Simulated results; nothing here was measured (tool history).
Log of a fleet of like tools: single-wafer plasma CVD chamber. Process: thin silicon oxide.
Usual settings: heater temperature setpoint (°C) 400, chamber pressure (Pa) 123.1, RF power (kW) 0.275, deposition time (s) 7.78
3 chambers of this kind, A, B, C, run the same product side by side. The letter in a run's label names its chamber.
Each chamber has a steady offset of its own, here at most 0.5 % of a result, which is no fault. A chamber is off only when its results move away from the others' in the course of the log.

run,hour,heater temperature setpoint (°C),chamber pressure (Pa),RF power (kW),deposition time (s),"read-back reference wafer on the same gauge, thickness_nm",mean film thickness on the monitor wafer (angstrom)
1C,10.2,400,123.1,0.275,7.78,14.909,155.66
2A,20.9,400,123.1,0.275,7.78,14.903,155.49
3B,28.2,400,123.1,0.275,7.78,14.898,156.34
4B,36.9,400,123.1,0.275,7.78,14.895,155.88
5C,44.8,400,123.1,0.275,7.78,14.906,155.26
6A,52.6,400,123.1,0.275,7.78,14.895,155.60
7A,61.9,400,123.1,0.275,7.78,14.899,155.91
8B,70.2,400,123.1,0.275,7.78,14.897,156.23
# hour 73.3: chamber C: capacitance manometer re-zeroed and calibrated
9C,76.3,386,123.1,0.235,7.78,14.897,146.90
10A,83.2,386,123.1,0.235,7.78,14.900,146.17
11B,92.1,386,123.1,0.235,7.78,14.899,146.85
12C,97.0,400,123.1,0.275,7.78,14.903,156.24
13A,103.6,400,123.1,0.275,7.78,14.901,155.34
14B,111.2,400,123.1,0.275,7.78,14.900,156.54
# hour 117.3: chamber A: capacitance manometer re-zeroed and calibrated
15C,120.6,400,123.1,0.275,7.78,14.908,155.58
16A,126.6,400,123.1,0.275,7.78,14.894,159.12
17C,133.9,400,123.1,0.275,7.78,14.895,155.57
18B,139.9,400,123.1,0.275,7.78,14.899,155.92
19B,150.7,400,123.1,0.275,7.78,14.897,155.47
20A,156.1,400,123.1,0.275,7.78,14.899,158.51
21C,162.3,400,123.1,0.275,7.78,14.900,155.96
22A,170.5,400,123.1,0.275,7.78,14.900,158.44
23B,180.6,400,123.1,0.275,7.78,14.902,155.69
24C,190.7,400,123.1,0.275,7.78,14.898,156.33
25B,200.3,400,123.1,0.275,7.78,14.895,156.40
26A,205.4,400,136.3,0.275,6.39,14.907,140.35
27C,214.1,400,136.3,0.275,6.39,14.905,138.15
28C,223.2,400,136.3,0.275,6.39,14.899,138.16
29A,230.2,400,93.5,0.275,8.58,14.907,135.79

Is one chamber off against the others, does the gauge drift, or is nothing wrong? If a chamber is off, say which, and what the likeliest cause is.

A service left chamber A off against the others.
Cause: true pressure above the setpoint (%) = 2.5.

Here are 4 candidates for chamber A's next run, each the usual settings with a change, their results left as question marks. Which one brings its results back in line with what the others give on the usual settings?
In line means no further than this from the other chambers' mean on the usual settings: mean film thickness on the monitor wafer (angstrom) 1.20
30A-1,238.2,400,123.6,0.275,7.78,,?
30A-2,238.2,400,124.4,0.275,7.84,,?
30A-3,238.2,400,122.8,0.275,7.76,,?
30A-4,238.2,400,123.1,0.265,7.78,,?

The other chambers' mean on the usual settings: mean film thickness on the monitor wafer (angstrom) 155.90
run,mean film thickness on the monitor wafer (angstrom)
30A-1,159.41
30A-2,161.52
30A-3,158.13
30A-4,156.25
30A-4 brings the chamber back in line.
